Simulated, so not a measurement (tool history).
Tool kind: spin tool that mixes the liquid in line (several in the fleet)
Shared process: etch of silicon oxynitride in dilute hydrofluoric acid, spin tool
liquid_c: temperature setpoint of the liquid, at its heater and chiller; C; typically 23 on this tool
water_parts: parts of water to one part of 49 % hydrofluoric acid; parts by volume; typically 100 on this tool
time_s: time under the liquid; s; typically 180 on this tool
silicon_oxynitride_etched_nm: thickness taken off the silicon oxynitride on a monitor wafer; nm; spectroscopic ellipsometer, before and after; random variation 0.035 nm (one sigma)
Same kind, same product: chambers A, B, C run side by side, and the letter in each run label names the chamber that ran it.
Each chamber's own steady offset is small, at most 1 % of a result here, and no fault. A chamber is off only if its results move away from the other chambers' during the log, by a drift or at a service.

run,hour,liquid_c,water_parts,time_s,"read-back film thickness of the silicon oxynitride reference wafer, read on the same gauge (nm)",silicon_oxynitride_etched_nm
1B,8.2,23,100,180,80.001,5.0574
2C,13.2,23,100,180,79.985,5.0634
# hour 16.8: chamber A: hydrofluoric acid flow meter replaced
3A,17.6,23,100,180,80.005,5.1519
4B,25.5,23,100,180,79.985,5.0194
5C,33.5,23,100,180,79.991,5.1178
6A,38.7,26,100,140,79.991,4.5698
7A,44.4,26,100,140,80.013,4.6079
8C,53.8,26,100,140,80.029,4.5601
9B,61.9,23,100,180,79.985,5.0852
10A,70.5,23,100,180,79.965,5.0879
11C,74.8,23,100,180,79.974,5.1410
12B,82.3,23,100,180,80.002,5.0665
13C,89.8,23,100,180,79.964,5.0533
14A,95.3,23,100,180,80.023,5.1326
15B,103.7,27,100,180,80.029,6.1211
16C,111.6,27,100,180,79.981,6.0770
17B,117.7,27,100,180,79.995,6.0610
18A,125.8,23,100,180,79.966,5.1758
19C,133.1,23,100,180,79.976,5.1930
20B,138.2,23,100,180,79.995,5.0118
21A,143.7,23,100,180,79.977,5.1213
22A,153.1,23,100,180,80.005,5.0709
23C,157.7,23,100,180,80.023,5.1429
24B,163.7,23,100,180,79.990,5.1113
25A,172.4,23,100,180,79.999,5.1707
26C,180.2,23,100,180,79.999,5.1862
27B,185.3,23,100,180,80.020,5.0629
28A,194.6,23,100,180,80.010,5.1209
29C,202.8,23,100,180,79.989,5.2538
30B,207.3,23,100,180,79.997,5.0593
31B,211.7,23,100,180,80.004,5.0270
32C,217.7,23,100,180,79.970,5.2888
33A,222.0,23,100,180,80.010,5.0861
34C,226.8,23,100,180,80.010,5.2724
35A,233.1,23,100,180,79.990,5.0964
36B,238.9,23,100,180,80.040,5.0530
37A,248.3,23,100,180,80.007,5.1413
38B,254.9,23,100,180,80.004,4.9985
39C,263.4,23,100,180,80.012,5.2701
40C,272.5,23,100,180,79.994,5.3170
41B,277.4,23,100,180,79.985,5.0248
42A,284.2,23,100,180,79.993,5.1639
43A,292.4,23,100,180,79.952,5.1621

The same settings go to every chamber for the next run, one line per chamber below. Forecast the results for each:
44A,299.1,23,100,180,,?
44B,299.1,23,100,180,,?
44C,299.1,23,100,180,,?

run,silicon_oxynitride_etched_nm
44A,5.1810
44B,5.0750
44C,5.3388

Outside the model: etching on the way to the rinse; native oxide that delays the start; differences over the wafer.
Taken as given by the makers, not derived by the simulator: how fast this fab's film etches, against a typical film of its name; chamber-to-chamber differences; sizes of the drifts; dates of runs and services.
